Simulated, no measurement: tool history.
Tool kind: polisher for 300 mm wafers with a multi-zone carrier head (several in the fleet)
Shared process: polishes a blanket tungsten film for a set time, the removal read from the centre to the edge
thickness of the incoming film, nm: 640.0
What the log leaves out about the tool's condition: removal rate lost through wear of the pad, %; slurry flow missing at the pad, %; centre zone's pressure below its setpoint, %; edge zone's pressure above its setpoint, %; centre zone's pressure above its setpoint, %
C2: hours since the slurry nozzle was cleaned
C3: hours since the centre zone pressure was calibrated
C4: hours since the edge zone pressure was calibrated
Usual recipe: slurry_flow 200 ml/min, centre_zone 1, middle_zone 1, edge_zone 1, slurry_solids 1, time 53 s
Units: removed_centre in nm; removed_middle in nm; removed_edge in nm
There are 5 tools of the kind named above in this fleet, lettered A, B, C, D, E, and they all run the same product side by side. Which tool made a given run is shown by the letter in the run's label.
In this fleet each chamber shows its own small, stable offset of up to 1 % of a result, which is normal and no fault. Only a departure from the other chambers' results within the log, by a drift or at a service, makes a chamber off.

Run 1C, hour 7.1: usual settings; wafers polished on this pad 302; C2 419.5; C3 244.6; C4 779.6. Result: removed_centre 269.74 nm, removed_middle 276.29 nm, removed_edge 276.19 nm.
Run 2B, hour 13: usual settings; wafers polished on this pad 326; C2 171.3; C3 858.8; C4 211.9. Result: removed_centre 270.49 nm, removed_middle 274.42 nm, removed_edge 275.08 nm.
Run 3E, hour 17.7: usual settings; wafers polished on this pad 708; C2 147.3; C3 394.8; C4 70.4. Result: removed_centre 270.26 nm, removed_middle 274.39 nm, removed_edge 273.33 nm.
Run 4A, hour 25: usual settings; wafers polished on this pad 919; C2 163.6; C3 1041.1; C4 255. Result: removed_centre 267.98 nm, removed_middle 269.85 nm, removed_edge 277.94 nm.
Run 5D, hour 33.1: usual settings but centre_zone 0.89; wafers polished on this pad 512; C2 298; C3 92.8; C4 111.3. Result: removed_centre 239.55 nm, removed_middle 272.16 nm, removed_edge 274.48 nm.
Run 6A, hour 41.1: usual settings but centre_zone 0.89; wafers polished on this pad 1032; C2 179.7; C3 1057.2; C4 271.1. Result: removed_centre 238.3 nm, removed_middle 274.3 nm, removed_edge 273.24 nm.
Run 7E, hour 46.2: usual settings but centre_zone 0.89; wafers polished on this pad 907; C2 175.8; C3 423.3; C4 98.9. Result: removed_centre 238.96 nm, removed_middle 271.28 nm, removed_edge 277.73 nm.
Run 8C, hour 53: usual settings but centre_zone 0.89; wafers polished on this pad 623; C2 465.4; C3 290.5; C4 825.5. Result: removed_centre 240.31 nm, removed_middle 277.46 nm, removed_edge 271.4 nm.
Run 9B, hour 60: usual settings but centre_zone 0.89; wafers polished on this pad 655; C2 218.3; C3 905.8; C4 258.9. Result: removed_centre 239.15 nm, removed_middle 274.72 nm, removed_edge 277.22 nm.
Run 10D, hour 64.3: usual settings; wafers polished on this pad 731; C2 329.2; C3 124; C4 142.5. Result: removed_centre 267.5 nm, removed_middle 272.05 nm, removed_edge 275.55 nm.
Run 11B, hour 70.7: usual settings; wafers polished on this pad 730; C2 229; C3 916.5; C4 269.6. Result: removed_centre 271.13 nm, removed_middle 274.81 nm, removed_edge 271.86 nm.
Run 12C, hour 79.2: usual settings; wafers polished on this pad 807; C2 491.6; C3 316.7; C4 851.7. Result: removed_centre 272.32 nm, removed_middle 274.76 nm, removed_edge 270.76 nm.
At hour 80.2: chamber A: worn pad replaced by a new one.
Run 13D, hour 86.1: usual settings; wafers polished on this pad 884; C2 351; C3 145.8; C4 164.3. Result: removed_centre 269.25 nm, removed_middle 274.25 nm, removed_edge 273.3 nm.
Run 14E, hour 92: usual settings; wafers polished on this pad 1228; C2 221.6; C3 469.1; C4 144.7. Result: removed_centre 272.68 nm, removed_middle 271.01 nm, removed_edge 273.85 nm.
At hour 93: chamber D: worn pad replaced by a new one.
Run 15A, hour 100.3: usual settings; wafers polished on this pad 141; C2 238.9; C3 1116.4; C4 330.3. Result: removed_centre 270.15 nm, removed_middle 273.83 nm, removed_edge 275.02 nm.
At hour 101.4: chamber C: worn pad replaced by a new one.
Run 16A, hour 105.6: usual settings; wafers polished on this pad 178; C2 244.2; C3 1121.7; C4 335.6. Result: removed_centre 270.86 nm, removed_middle 273.02 nm, removed_edge 270.33 nm.
Run 17B, hour 114.7: usual settings; wafers polished on this pad 1039; C2 273; C3 960.5; C4 313.6. Result: removed_centre 269.33 nm, removed_middle 268.14 nm, removed_edge 262.04 nm.
At hour 119.9: chamber C: centre zone pressure recalibrated.
Run 18D, hour 122: usual settings; wafers polished on this pad 203; C2 386.9; C3 181.7; C4 200.2. Result: removed_centre 268.92 nm, removed_middle 273.21 nm, removed_edge 269.5 nm.
At hour 124.8: chamber E: worn pad replaced by a new one.
Run 19E, hour 131: usual settings; wafers polished on this pad 44; C2 260.6; C3 508.1; C4 183.7. Result: removed_centre 270.04 nm, removed_middle 274.68 nm, removed_edge 273.28 nm.
Run 20C, hour 139.5: usual settings; wafers polished on this pad 267; C2 551.9; C3 19.7; C4 912. Result: removed_centre 272.31 nm, removed_middle 274.29 nm, removed_edge 274.23 nm.
At hour 142.9: chamber D: slurry nozzle cleaned.
Run 21E, hour 148.4: usual settings; wafers polished on this pad 166; C2 278; C3 525.5; C4 201.1. Result: removed_centre 274.2 nm, removed_middle 273.23 nm, removed_edge 274.95 nm.
Run 22C, hour 152.7: usual settings; wafers polished on this pad 360; C2 565.1; C3 32.9; C4 925.2. Result: removed_centre 271.91 nm, removed_middle 273.67 nm, removed_edge 264.47 nm.
Run 23A, hour 161.1: usual settings; wafers polished on this pad 567; C2 299.7; C3 1177.2; C4 391.1. Result: removed_centre 270.67 nm, removed_middle 274.98 nm, removed_edge 275.98 nm.
Run 24D, hour 169: usual settings; wafers polished on this pad 532; C2 26.2; C3 228.7; C4 247.2. Result: removed_centre 271.19 nm, removed_middle 271.95 nm, removed_edge 273.03 nm.
At hour 170.2: chamber B: centre zone pressure recalibrated.
Run 25B, hour 178: usual settings; wafers polished on this pad 1483; C2 336.3; C3 7.9; C4 376.9. Result: removed_centre 259.94 nm, removed_middle 260.95 nm, removed_edge 260.17 nm.
Run 26C, hour 185: usual settings; wafers polished on this pad 586; C2 597.4; C3 65.2; C4 957.5. Result: removed_centre 271.47 nm, removed_middle 275.96 nm, removed_edge 275.89 nm.
Run 27A, hour 189.8: usual settings; wafers polished on this pad 768; C2 328.4; C3 1205.9; C4 419.8. Result: removed_centre 270.59 nm, removed_middle 273.52 nm, removed_edge 270.56 nm.
Run 28D, hour 195.5: usual settings; wafers polished on this pad 718; C2 52.7; C3 255.2; C4 273.7. Result: removed_centre 271.27 nm, removed_middle 274.04 nm, removed_edge 272.63 nm.
Run 29B, hour 201.4: usual settings; wafers polished on this pad 1647; C2 359.7; C3 31.3; C4 400.3. Result: removed_centre 258.83 nm, removed_middle 256.86 nm, removed_edge 249.28 nm.
At hour 206.8: chamber D: worn pad replaced by a new one.
Run 30E, hour 208.6: usual settings; wafers polished on this pad 588; C2 338.2; C3 585.7; C4 261.3. Result: removed_centre 271.38 nm, removed_middle 273.81 nm, removed_edge 269.13 nm.
Run 31D, hour 215.9: usual settings; wafers polished on this pad 64; C2 73.1; C3 275.6; C4 294.1. Result: removed_centre 268.71 nm, removed_middle 272.61 nm, removed_edge 270.11 nm.
Run 32A, hour 221: usual settings; wafers polished on this pad 987; C2 359.6; C3 1237.1; C4 451. Result: removed_centre 267.82 nm, removed_middle 273.67 nm, removed_edge 270.95 nm.
Run 33C, hour 228.7: usual settings but slurry_flow 145 ml/min, edge_zone 1.08; wafers polished on this pad 893; C2 641.1; C3 108.9; C4 1001.2. Result: removed_centre 254.71 nm, removed_middle 259.56 nm, removed_edge 265.6 nm.
At hour 233.9: chamber C: worn pad replaced by a new one.
Run 34B, hour 236.3: usual settings but slurry_flow 145 ml/min, edge_zone 1.08; wafers polished on this pad 1891; C2 394.6; C3 66.2; C4 435.2. Result: removed_centre 232.9 nm, removed_middle 240.53 nm, removed_edge 250.24 nm.
Run 35E, hour 241.2: usual settings but slurry_flow 145 ml/min, edge_zone 1.08; wafers polished on this pad 816; C2 370.8; C3 618.3; C4 293.9. Result: removed_centre 254.65 nm, removed_middle 257.69 nm, removed_edge 275.69 nm.
Run 36C, hour 250.5: usual settings but slurry_flow 145 ml/min, edge_zone 1.08; wafers polished on this pad 116; C2 662.9; C3 130.7; C4 1023. Result: removed_centre 258.37 nm, removed_middle 261.44 nm, removed_edge 269.85 nm.
Run 37E, hour 254.8: usual settings but slurry_flow 145 ml/min, edge_zone 1.08; wafers polished on this pad 911; C2 384.4; C3 631.9; C4 307.5. Result: removed_centre 254.24 nm, removed_middle 259.23 nm, removed_edge 268.72 nm.
Run 38B, hour 261.3: usual settings but slurry_solids 0.9, time 37 s; wafers polished on this pad 2067; C2 419.6; C3 91.2; C4 460.2. Result: removed_centre 168.34 nm, removed_middle 169.47 nm, removed_edge 168.21 nm.

All chambers now run identical settings, listed one chamber a line with results as question marks. What results will each chamber show?
Run 39A, hour 268.2: usual settings. Result: removed_centre ?, removed_middle ?, removed_edge ?.
Run 39B, hour 268.2: usual settings. Result: removed_centre ?, removed_middle ?, removed_edge ?.
Run 39C, hour 268.2: usual settings. Result: removed_centre ?, removed_middle ?, removed_edge ?.
Run 39D, hour 268.2: usual settings. Result: removed_centre ?, removed_middle ?, removed_edge ?.
Run 39E, hour 268.2: usual settings. Result: removed_centre ?, removed_middle ?, removed_edge ?.

run  removed_centre  removed_middle  removed_edge
39A          269.49          275.46        271.22
39B           247.7          246.59        242.26
39C          273.34          273.09        274.42
39D          267.29          273.43        278.79
39E          273.86          270.14        275.17
